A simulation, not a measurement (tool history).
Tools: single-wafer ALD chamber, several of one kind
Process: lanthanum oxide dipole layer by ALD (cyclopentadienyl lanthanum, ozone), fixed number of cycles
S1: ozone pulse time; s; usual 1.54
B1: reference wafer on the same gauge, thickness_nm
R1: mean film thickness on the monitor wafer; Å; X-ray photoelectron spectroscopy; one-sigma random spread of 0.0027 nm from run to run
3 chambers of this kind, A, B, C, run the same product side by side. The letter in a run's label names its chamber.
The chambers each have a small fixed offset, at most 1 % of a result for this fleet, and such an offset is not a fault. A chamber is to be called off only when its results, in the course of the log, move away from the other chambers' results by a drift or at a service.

run 1B hour=3.6 | S1=1.54 | B1=0.51540 | R1=5.5643
run 2C hour=7.0 | S1=1.54 | B1=0.51446 | R1=5.4892
run 3A hour=10.3 | S1=1.54 | B1=0.51537 | R1=5.5651
run 4C hour=14.3 | S1=1.54 | B1=0.51505 | R1=5.5398
run 5A hour=17.8 | S1=2.06 | B1=0.51545 | R1=5.7313
run 6B hour=22.5 | S1=2.06 | B1=0.51560 | R1=5.7520
run 7B hour=25.0 | S1=2.06 | B1=0.51554 | R1=5.7381
run 8C hour=29.9 | S1=1.54 | B1=0.51503 | R1=5.5301
run 9A hour=34.0 | S1=1.54 | B1=0.51512 | R1=5.5417
run 10A hour=39.1 | S1=1.54 | B1=0.51544 | R1=5.5419
run 11B hour=43.1 | S1=1.54 | B1=0.51532 | R1=5.5472
run 12C hour=47.5 | S1=1.54 | B1=0.51575 | R1=5.5066
run 13B hour=51.3 | S1=1.54 | B1=0.51560 | R1=5.5440
run 14C hour=53.9 | S1=1.54 | B1=0.51540 | R1=5.4713
run 15A hour=59.0 | S1=1.54 | B1=0.51485 | R1=5.5566
run 16C hour=62.5 | S1=1.54 | B1=0.51538 | R1=5.4568
run 17A hour=66.8 | S1=1.86 | B1=0.51582 | R1=5.6943
run 18B hour=71.7 | S1=1.86 | B1=0.51532 | R1=5.7171
run 19A hour=74.4 | S1=1.86 | B1=0.51534 | R1=5.7294
run 20C hour=78.5 | S1=1.54 | B1=0.51541 | R1=5.4936
run 21B hour=81.7 | S1=1.83 | B1=0.51501 | R1=5.6956
run 22C hour=84.5 | S1=1.83 | B1=0.51425 | R1=5.6057
run 23A hour=88.7 | S1=1.83 | B1=0.51478 | R1=5.6942
run 24B hour=91.2 | S1=1.54 | B1=0.51529 | R1=5.5742
run 25A hour=96.5 | S1=1.54 | B1=0.51465 | R1=5.4896
run 26B hour=100.1 | S1=1.10 | B1=0.51449 | R1=5.1670
run 27C hour=105.2 | S1=1.10 | B1=0.51473 | R1=5.1532
run 28B hour=107.8 | S1=1.10 | B1=0.51448 | R1=5.1635
run 29A hour=112.5 | S1=1.54 | B1=0.51498 | R1=5.5348
run 30C hour=115.3 | S1=2.06 | B1=0.51511 | R1=5.7069
run 31B hour=119.5 | S1=2.06 | B1=0.51496 | R1=5.7066
run 32C hour=122.9 | S1=2.06 | B1=0.51446 | R1=5.6679
run 33A hour=125.6 | S1=1.54 | B1=0.51454 | R1=5.5193

Predict what each chamber gives when all 3 of them run the settings below next.
run 34A hour=129.5 | S1=1.54 | R1=?
run 34B hour=129.5 | S1=1.54 | R1=?
run 34C hour=129.5 | S1=1.54 | R1=?

run=34A R1=5.5498
run=34B R1=5.5621
run=34C R1=5.5207
